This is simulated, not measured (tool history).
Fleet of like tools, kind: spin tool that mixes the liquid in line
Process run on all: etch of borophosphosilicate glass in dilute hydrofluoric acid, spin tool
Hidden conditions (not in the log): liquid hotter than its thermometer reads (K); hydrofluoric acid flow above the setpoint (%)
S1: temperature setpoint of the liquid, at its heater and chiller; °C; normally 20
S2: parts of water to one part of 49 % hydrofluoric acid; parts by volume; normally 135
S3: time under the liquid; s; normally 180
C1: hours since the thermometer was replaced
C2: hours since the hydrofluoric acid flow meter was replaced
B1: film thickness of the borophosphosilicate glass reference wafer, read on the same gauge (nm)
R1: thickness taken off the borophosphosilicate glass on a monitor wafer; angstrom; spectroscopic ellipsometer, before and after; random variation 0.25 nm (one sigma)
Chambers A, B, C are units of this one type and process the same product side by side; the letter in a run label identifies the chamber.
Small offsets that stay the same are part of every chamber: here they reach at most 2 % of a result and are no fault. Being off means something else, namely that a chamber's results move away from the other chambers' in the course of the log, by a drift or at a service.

run	hour	S1	S2	S3	C1	C2	B1	R1
1C	4	20	135	180	1766.4	1134.3	119.98	434.27
2A	8.7	20	135	180	415.2	374.9	120.01	421.63
3B	12.2	20	135	180	1487.9	247.7	119.99	426.9
4B	15.6	20	135	180	1491.3	251.1	120	430.41
5C	18.6	20	75	180	1781	1148.9	120	835.12
6A	22.7	20	75	180	429.2	388.9	119.99	804.56
7A	26.5	20	75	180	433	392.7	119.99	814.77
8B	29.6	23.5	135	180	1505.3	265.1	120	487.76
9C	32.2	23.5	135	180	1794.6	1162.5	119.98	496.96
10C	35.1	23.5	135	180	1797.5	1165.4	119.99	496.55
11A	40	20	135	180	446.5	406.2	120.01	425.96
12B	44	20	135	180	1519.7	279.5	119.99	429.52
13A	48	20	135	180	454.5	414.2	120	421.91
14B	50.7	20	135	135	1526.4	286.2	120	325.18
15C	54.9	20	135	135	1817.3	1185.2	119.99	326.64
16A	57.8	20	135	135	464.3	424	119.98	314.34
17B	62.6	20	135	180	1538.3	298.1	120.02	435.19
18C	66.9	20	135	180	1829.3	1197.2	120	433.75
19C	69.5	18.5	135	245	1831.9	1199.8	119.98	548.51
20A	73.5	18.5	135	245	480	439.7	120	549.15
21B	77.8	18.5	135	245	1553.5	313.3	120.02	556.5
22C	80.2	20	135	180	1842.6	1210.5	120	437.42
23A	84.2	17	135	180	490.7	450.4	120.01	376.32
24B	88.9	17	135	180	1564.6	324.4	120.03	390.71
25A	92	17	135	180	498.5	458.2	119.99	374.71
26B	94.1	20	135	180	1569.8	329.6	120.01	438.07
27C	97.5	20	135	180	1859.9	1227.8	119.99	434.51
28A	99.8	20	195	285	506.3	466	119.98	441.16
29C	103.9	20	195	285	1866.3	1234.2	119.98	445.93
30B	107.9	20	195	285	1583.6	343.4	119.98	458.47

Decide between three cases: one chamber stands off from its peers, the gauge reading all wafers drifts, or nothing is wrong past each chamber's small offset. Where a chamber is off, say which and what most likely put it there.

Chamber B drifts away from the others.
Likeliest cause: hydrofluoric acid flow above the setpoint (%) = 3.32.
From this log alone, it may not be told apart from: liquid hotter than its thermometer reads (K).

Here are 4 candidates for chamber B's next run, each the usual settings with a change, their results left as question marks. Which one brings its results back in line with what the others give on the usual settings?
Allowed miss from the other chambers' usual-settings mean, per result, to count as in line: R1 8.8 angstrom
31B-1	111.4	20	135	185				?
31B-2	111.4	20	135	175				?
31B-3	111.4	20	140	175				?
31B-4	111.4	20	130	185				?

What the other chambers average on the usual settings: R1 429.98 angstrom
run	R1
31B-1	457.37
31B-2	432.65
31B-3	415.23
31B-4	477.26
31B-2 is the one that brings the chamber's results back in line with the other chambers.

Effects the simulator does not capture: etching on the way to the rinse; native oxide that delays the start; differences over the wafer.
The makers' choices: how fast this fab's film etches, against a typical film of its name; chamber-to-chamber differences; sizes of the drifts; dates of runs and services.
